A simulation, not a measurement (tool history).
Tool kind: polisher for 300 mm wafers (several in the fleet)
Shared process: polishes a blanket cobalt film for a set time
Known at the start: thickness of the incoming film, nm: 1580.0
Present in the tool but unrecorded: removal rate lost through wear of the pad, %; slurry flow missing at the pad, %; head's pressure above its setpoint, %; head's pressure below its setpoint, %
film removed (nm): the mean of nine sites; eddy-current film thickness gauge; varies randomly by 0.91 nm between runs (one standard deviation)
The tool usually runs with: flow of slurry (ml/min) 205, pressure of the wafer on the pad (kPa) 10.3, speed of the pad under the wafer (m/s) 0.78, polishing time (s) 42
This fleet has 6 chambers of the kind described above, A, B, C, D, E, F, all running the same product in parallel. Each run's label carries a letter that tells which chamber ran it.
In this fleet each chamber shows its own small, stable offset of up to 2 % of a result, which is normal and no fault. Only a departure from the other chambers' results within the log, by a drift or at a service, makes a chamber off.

| run | hour | flow of slurry (ml/min) | pressure of the wafer on the pad (kPa) | speed of the pad under the wafer (m/s) | polishing time (s) | wafers polished on this pad | hours since the slurry nozzle was cleaned | hours since the head pressure was calibrated | film removed (nm) |
|---|---|---|---|---|---|---|---|---|---|
| 1E | 6.3 | 205 | 10.3 | 0.78 | 42 | 851 | 65.9 | 85.5 | 107.62 |
|  | 10.1 | chamber F: slurry nozzle cleaned |
| 2F | 11.4 | 205 | 10.3 | 0.78 | 42 | 653 | 1.4 | 76.6 | 108.77 |
|  | 18 | chamber C: worn pad replaced by a new one |
| 3B | 18.9 | 205 | 10.3 | 0.78 | 42 | 312 | 437.8 | 33.7 | 108.82 |
| 4A | 25.5 | 205 | 10.3 | 0.78 | 42 | 633 | 464.9 | 62.9 | 108.68 |
| 5C | 30.5 | 205 | 10.3 | 0.78 | 42 | 75 | 93.7 | 510.3 | 109.7 |
| 6D | 39.2 | 205 | 10.3 | 0.78 | 42 | 802 | 612.4 | 702.8 | 109.04 |
|  | 45.2 | chamber E: worn pad replaced by a new one |
| 7C | 46.7 | 205 | 10.3 | 0.78 | 42 | 173 | 109.9 | 526.5 | 110.3 |
| 8A | 55.3 | 205 | 10.3 | 0.78 | 42 | 813 | 494.7 | 92.7 | 109.09 |
| 9D | 64.1 | 205 | 10.3 | 0.78 | 42 | 952 | 637.3 | 727.7 | 107.21 |
| 10B | 69.4 | 205 | 10.3 | 0.78 | 42 | 616 | 488.3 | 84.2 | 106.92 |
| 11E | 77.5 | 205 | 10.3 | 0.78 | 42 | 194 | 137.1 | 156.7 | 108.63 |
| 12F | 84.1 | 205 | 10.3 | 0.78 | 42 | 1091 | 74.1 | 149.3 | 107.88 |
|  | 87.6 | chamber A: worn pad replaced by a new one |
|  | 88.3 | chamber F: worn pad replaced by a new one |
| 13B | 92.8 | 205 | 10.3 | 0.78 | 42 | 757 | 511.7 | 107.6 | 107.24 |
| 14E | 97.9 | 205 | 10.3 | 0.78 | 42 | 317 | 157.5 | 177.1 | 108.11 |
|  | 99.6 | chamber B: worn pad replaced by a new one |
| 15C | 105.8 | 205 | 10.3 | 0.78 | 42 | 529 | 169 | 585.6 | 109.31 |
| 16A | 112 | 205 | 10.3 | 0.78 | 42 | 147 | 551.4 | 149.4 | 108.4 |
|  | 115.4 | chamber C: worn pad replaced by a new one |
|  | 120.9 | chamber D: worn pad replaced by a new one |
| 17F | 121.6 | 205 | 10.3 | 0.78 | 42 | 201 | 111.6 | 186.8 | 108.17 |
| 18D | 129.5 | 205 | 10.3 | 0.78 | 42 | 51 | 702.7 | 793.1 | 109.56 |
| 19C | 135.4 | 205 | 10.3 | 0.78 | 42 | 120 | 198.6 | 615.2 | 109.56 |
| 20F | 144 | 205 | 10.3 | 0.78 | 42 | 335 | 134 | 209.2 | 107.77 |
| 21E | 150.8 | 205 | 10.3 | 0.78 | 42 | 635 | 210.4 | 230 | 107.65 |
| 22D | 158.8 | 205 | 10.3 | 0.78 | 42 | 228 | 732 | 822.4 | 108.79 |
|  | 165.4 | chamber A: slurry nozzle cleaned |
| 23A | 166.5 | 205 | 10.3 | 0.78 | 42 | 475 | 1.2 | 203.9 | 110.1 |
| 24B | 172.8 | 150 | 10.3 | 0.78 | 42 | 440 | 591.7 | 187.6 | 100.24 |
| 25D | 179.7 | 150 | 10.3 | 0.78 | 42 | 354 | 752.9 | 843.3 | 102.81 |
| 26C | 185.5 | 150 | 10.3 | 0.78 | 42 | 422 | 248.7 | 665.3 | 103.07 |
| 27A | 190.3 | 150 | 10.3 | 0.78 | 42 | 618 | 25 | 227.7 | 101.67 |
| 28E | 198 | 150 | 10.3 | 0.78 | 42 | 920 | 257.6 | 277.2 | 103.6 |
| 29F | 203 | 150 | 10.3 | 0.78 | 42 | 691 | 193 | 268.2 | 101.79 |
| 30B | 211.4 | 205 | 10.3 | 0.78 | 42 | 673 | 630.3 | 226.2 | 107.32 |
|  | 214.5 | chamber C: worn pad replaced by a new one |
| 31F | 220.6 | 205 | 10.3 | 0.78 | 42 | 797 | 210.6 | 285.8 | 109.03 |
|  | 223 | chamber D: slurry nozzle cleaned |
| 32A | 227.3 | 205 | 10.3 | 0.78 | 42 | 841 | 62 | 264.7 | 107.44 |
| 33C | 232.4 | 205 | 10.3 | 0.78 | 42 | 108 | 295.6 | 712.2 | 109.17 |
|  | 232.6 | chamber B: worn pad replaced by a new one |
| 34D | 237.1 | 205 | 10.3 | 0.78 | 42 | 699 | 14.1 | 900.7 | 107.64 |
| 35E | 242.5 | 205 | 10.3 | 0.78 | 42 | 1187 | 302.1 | 321.7 | 107.45 |
| 36B | 248.3 | 205 | 10.3 | 0.78 | 42 | 94 | 667.2 | 263.1 | 107.26 |
| 37F | 253.9 | 205 | 10.3 | 0.78 | 42 | 997 | 243.9 | 319.1 | 109.03 |
| 38A | 260.5 | 205 | 10.3 | 0.78 | 42 | 1041 | 95.2 | 297.9 | 108.97 |

All chambers now run identical settings, listed one chamber a line with results as question marks. What results will each chamber show?
| 39A | 267.4 | 205 | 10.3 | 0.78 | 42 |  |  |  | ? |
| 39B | 267.4 | 205 | 10.3 | 0.78 | 42 |  |  |  | ? |
| 39C | 267.4 | 205 | 10.3 | 0.78 | 42 |  |  |  | ? |
| 39D | 267.4 | 205 | 10.3 | 0.78 | 42 |  |  |  | ? |
| 39E | 267.4 | 205 | 10.3 | 0.78 | 42 |  |  |  | ? |
| 39F | 267.4 | 205 | 10.3 | 0.78 | 42 |  |  |  | ? |

| run | film removed (nm) |
|---|---|
| 39A | 108.74 |
| 39B | 108.06 |
| 39C | 110.46 |
| 39D | 108.34 |
| 39E | 108.63 |
| 39F | 108.9 |

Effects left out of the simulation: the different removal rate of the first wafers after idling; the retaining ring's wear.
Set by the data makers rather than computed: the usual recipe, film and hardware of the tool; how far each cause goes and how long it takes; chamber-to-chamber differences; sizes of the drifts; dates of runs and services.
